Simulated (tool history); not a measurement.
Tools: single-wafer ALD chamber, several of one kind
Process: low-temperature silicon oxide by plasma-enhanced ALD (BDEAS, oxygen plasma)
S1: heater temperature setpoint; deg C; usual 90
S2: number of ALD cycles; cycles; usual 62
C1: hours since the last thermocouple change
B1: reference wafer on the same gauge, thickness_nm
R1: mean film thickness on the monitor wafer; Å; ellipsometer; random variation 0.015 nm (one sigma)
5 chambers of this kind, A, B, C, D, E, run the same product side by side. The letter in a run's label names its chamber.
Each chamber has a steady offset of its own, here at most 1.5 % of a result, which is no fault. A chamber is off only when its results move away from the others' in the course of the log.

run 1A hour=3.5 | S1=90 S2=62 | C1=1603.7 | B1=7.3753 | R1=91.936
run 2B hour=6.3 | S1=90 S2=62 | C1=612.9 | B1=7.3722 | R1=90.676
run 3E hour=10 | S1=90 S2=62 | C1=265.5 | B1=7.3709 | R1=92.033
run 4D hour=12.7 | S1=90 S2=62 | C1=304 | B1=7.3759 | R1=91.654
run 5C hour=14.6 | S1=90 S2=62 | C1=313 | B1=7.3783 | R1=92.332
run 6B hour=17.8 | S1=90 S2=62 | C1=624.4 | B1=7.374 | R1=90.421
run 7D hour=21 | S1=90 S2=62 | C1=312.3 | B1=7.3802 | R1=91.486
run 8A hour=23.4 | S1=76 S2=62 | C1=1623.6 | B1=7.3773 | R1=96.117
run 9E hour=27.2 | S1=76 S2=62 | C1=282.7 | B1=7.3811 | R1=96.582
run 10C hour=30.3 | S1=76 S2=62 | C1=328.7 | B1=7.3824 | R1=97.283
run 11A hour=32.2 | S1=76 S2=62 | C1=1632.4 | B1=7.3821 | R1=96.408
run 12B hour=35.6 | S1=76 S2=62 | C1=642.2 | B1=7.3834 | R1=95.412
run 13C hour=39.8 | S1=90 S2=62 | C1=338.2 | B1=7.3852 | R1=92.516
run 14E hour=42.7 | S1=90 S2=62 | C1=298.2 | B1=7.39 | R1=91.763
run 15D hour=44.7 | S1=90 S2=62 | C1=336 | B1=7.3844 | R1=91.691
run 16D hour=46.8 | S1=90 S2=62 | C1=338.1 | B1=7.3892 | R1=91.793
run 17A hour=49.6 | S1=95 S2=62 | C1=1649.8 | B1=7.3887 | R1=90.068
run 18C hour=51.5 | S1=95 S2=62 | C1=349.9 | B1=7.3877 | R1=90.883
run 19E hour=53.4 | S1=95 S2=62 | C1=308.9 | B1=7.3889 | R1=90.462
run 20B hour=56.6 | S1=95 S2=62 | C1=663.2 | B1=7.3913 | R1=89.035
run 21B hour=60.5 | S1=95 S2=62 | C1=667.1 | B1=7.3933 | R1=89.235
run 22A hour=64.2 | S1=90 S2=62 | C1=1664.4 | B1=7.3948 | R1=91.89
run 23E hour=66.8 | S1=90 S2=62 | C1=322.3 | B1=7.3956 | R1=92.28
run 24C hour=69.9 | S1=90 S2=62 | C1=368.3 | B1=7.3952 | R1=92.654
run 25D hour=72.9 | S1=102 S2=70 | C1=364.2 | B1=7.3947 | R1=99.761
run 26E hour=74.8 | S1=102 S2=70 | C1=330.3 | B1=7.3945 | R1=100.1
run 27D hour=78.9 | S1=102 S2=70 | C1=370.2 | B1=7.3995 | R1=99.732
run 28C hour=81 | S1=102 S2=70 | C1=379.4 | B1=7.3989 | R1=100.71
run 29A hour=83.7 | S1=102 S2=70 | C1=1683.9 | B1=7.4006 | R1=99.468
run 30B hour=85.7 | S1=90 S2=62 | C1=692.3 | B1=7.402 | R1=90.857
run 31D hour=88.3 | S1=90 S2=62 | C1=379.6 | B1=7.4041 | R1=91.951
run 32C hour=92 | S1=90 S2=62 | C1=390.4 | B1=7.4072 | R1=92.802
run 33B hour=95.4 | S1=90 S2=62 | C1=702 | B1=7.4017 | R1=90.892
run 34A hour=99.6 | S1=90 S2=62 | C1=1699.8 | B1=7.4065 | R1=91.818
run 35E hour=102 | S1=103 S2=54 | C1=357.5 | B1=7.406 | R1=77.568
run 36C hour=105.4 | S1=103 S2=54 | C1=403.8 | B1=7.4085 | R1=77.667
run 37A hour=108 | S1=103 S2=54 | C1=1708.2 | B1=7.4129 | R1=77.076
run 38D hour=111.2 | S1=103 S2=54 | C1=402.5 | B1=7.4111 | R1=76.669
run 39B hour=113.5 | S1=103 S2=54 | C1=720.1 | B1=7.4138 | R1=76.14
run 40E hour=117.2 | S1=90 S2=62 | C1=372.7 | B1=7.4132 | R1=92.512
run 41B hour=119.7 | S1=101 S2=68 | C1=726.3 | B1=7.4149 | R1=96.027
run 42C hour=121.7 | S1=101 S2=68 | C1=420.1 | B1=7.4134 | R1=98.351
run 43A hour=123.8 | S1=101 S2=68 | C1=1724 | B1=7.417 | R1=97.27
run 44D hour=127.9 | S1=101 S2=68 | C1=419.2 | B1=7.4193 | R1=96.778

What goes on in this fleet: one chamber off, a drifting gauge, or nothing beyond the chambers' own small offsets? Name the chamber and the cause, if any.

The gauge drifts, so all chambers seem to drift together. No chamber is off.
Cause: gauge reads high (%) = 0.659.
